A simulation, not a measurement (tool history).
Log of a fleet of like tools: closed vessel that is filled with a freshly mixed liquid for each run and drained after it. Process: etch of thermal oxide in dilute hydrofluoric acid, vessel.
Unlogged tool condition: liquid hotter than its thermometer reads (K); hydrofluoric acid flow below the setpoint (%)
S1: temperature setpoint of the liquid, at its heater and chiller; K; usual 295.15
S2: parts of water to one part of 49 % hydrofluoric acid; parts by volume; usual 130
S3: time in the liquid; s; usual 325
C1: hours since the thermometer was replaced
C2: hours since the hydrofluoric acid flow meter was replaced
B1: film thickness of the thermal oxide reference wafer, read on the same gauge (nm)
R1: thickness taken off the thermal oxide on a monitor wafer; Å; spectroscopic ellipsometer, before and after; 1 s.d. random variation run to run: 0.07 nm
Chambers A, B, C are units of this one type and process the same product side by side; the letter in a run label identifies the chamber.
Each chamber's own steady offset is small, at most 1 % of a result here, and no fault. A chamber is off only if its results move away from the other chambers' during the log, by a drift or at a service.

run 1A hour=13.8 | S1=295.15 S2=130 S3=325 | C1=927.2 C2=757.5 | B1=90.007 | R1=107.670
run 2C hour=25.1 | S1=295.15 S2=130 S3=325 | C1=940.5 C2=513.9 | B1=90.002 | R1=107.790
run 3B hour=39.8 | S1=295.15 S2=130 S3=325 | C1=742.9 C2=770.8 | B1=90.006 | R1=105.970
run 4C hour=48.9 | S1=295.15 S2=130 S3=325 | C1=964.3 C2=537.7 | B1=89.998 | R1=105.680
run 5A hour=58.8 | S1=295.15 S2=130 S3=325 | C1=972.2 C2=802.5 | B1=89.981 | R1=107.050
run 6B hour=73.7 | S1=295.15 S2=130 S3=325 | C1=776.8 C2=804.7 | B1=89.976 | R1=107.930
run 7C hour=83.3 | S1=295.15 S2=130 S3=325 | C1=998.7 C2=572.1 | B1=90.008 | R1=106.480
run 8A hour=94.7 | S1=295.15 S2=130 S3=325 | C1=1008.1 C2=838.4 | B1=89.991 | R1=108.510
run 9B hour=104.0 | S1=295.15 S2=130 S3=325 | C1=807.1 C2=835.0 | B1=89.992 | R1=108.170
run 10C hour=115.7 | S1=295.15 S2=130 S3=325 | C1=1031.1 C2=604.5 | B1=89.974 | R1=107.760
run 11A hour=126.9 | S1=295.15 S2=130 S3=325 | C1=1040.3 C2=870.6 | B1=89.985 | R1=109.990
run 12B hour=133.9 | S1=295.15 S2=130 S3=325 | C1=837.0 C2=864.9 | B1=90.009 | R1=105.410
run 13C hour=145.1 | S1=295.15 S2=105 S3=185 | C1=1060.5 C2=633.9 | B1=90.000 | R1=78.292
run 14A hour=157.0 | S1=295.15 S2=105 S3=185 | C1=1070.4 C2=900.7 | B1=89.983 | R1=80.934
run 15B hour=166.7 | S1=295.15 S2=105 S3=185 | C1=869.8 C2=897.7 | B1=89.998 | R1=76.894
run 16B hour=178.8 | S1=295.15 S2=130 S3=325 | C1=881.9 C2=909.8 | B1=90.009 | R1=106.280
run 17A hour=185.4 | S1=295.15 S2=130 S3=325 | C1=1098.8 C2=929.1 | B1=90.016 | R1=112.950
run 18C hour=198.7 | S1=295.15 S2=130 S3=325 | C1=1114.1 C2=687.5 | B1=90.009 | R1=106.450
run 19A hour=205.7 | S1=295.15 S2=130 S3=325 | C1=1119.1 C2=949.4 | B1=89.998 | R1=112.440
run 20B hour=214.6 | S1=295.15 S2=130 S3=325 | C1=917.7 C2=945.6 | B1=90.002 | R1=106.630
run 21C hour=226.2 | S1=295.15 S2=130 S3=325 | C1=1141.6 C2=715.0 | B1=90.007 | R1=106.710
run 22B hour=237.6 | S1=295.15 S2=130 S3=325 | C1=940.7 C2=968.6 | B1=89.977 | R1=105.140
run 23C hour=246.0 | S1=295.15 S2=170 S3=155 | C1=1161.4 C2=734.8 | B1=89.997 | R1=37.543
-- hour=246.2 chamber B: hydrofluoric acid flow meter replaced
run 24A hour=256.8 | S1=295.15 S2=170 S3=155 | C1=1170.2 C2=1000.5 | B1=90.001 | R1=39.487
run 25B hour=267.5 | S1=295.15 S2=170 S3=155 | C1=970.6 C2=21.4 | B1=89.983 | R1=37.504
run 26C hour=277.1 | S1=292.15 S2=130 S3=325 | C1=1192.5 C2=765.9 | B1=90.016 | R1=96.294

Next, every chamber runs the same settings. What will each give?
run 27A hour=287.8 | S1=295.15 S2=130 S3=230 | R1=?
run 27B hour=287.8 | S1=295.15 S2=130 S3=230 | R1=?
run 27C hour=287.8 | S1=295.15 S2=130 S3=230 | R1=?

run=27A R1=82.202
run=27B R1=75.970
run=27C R1=76.249

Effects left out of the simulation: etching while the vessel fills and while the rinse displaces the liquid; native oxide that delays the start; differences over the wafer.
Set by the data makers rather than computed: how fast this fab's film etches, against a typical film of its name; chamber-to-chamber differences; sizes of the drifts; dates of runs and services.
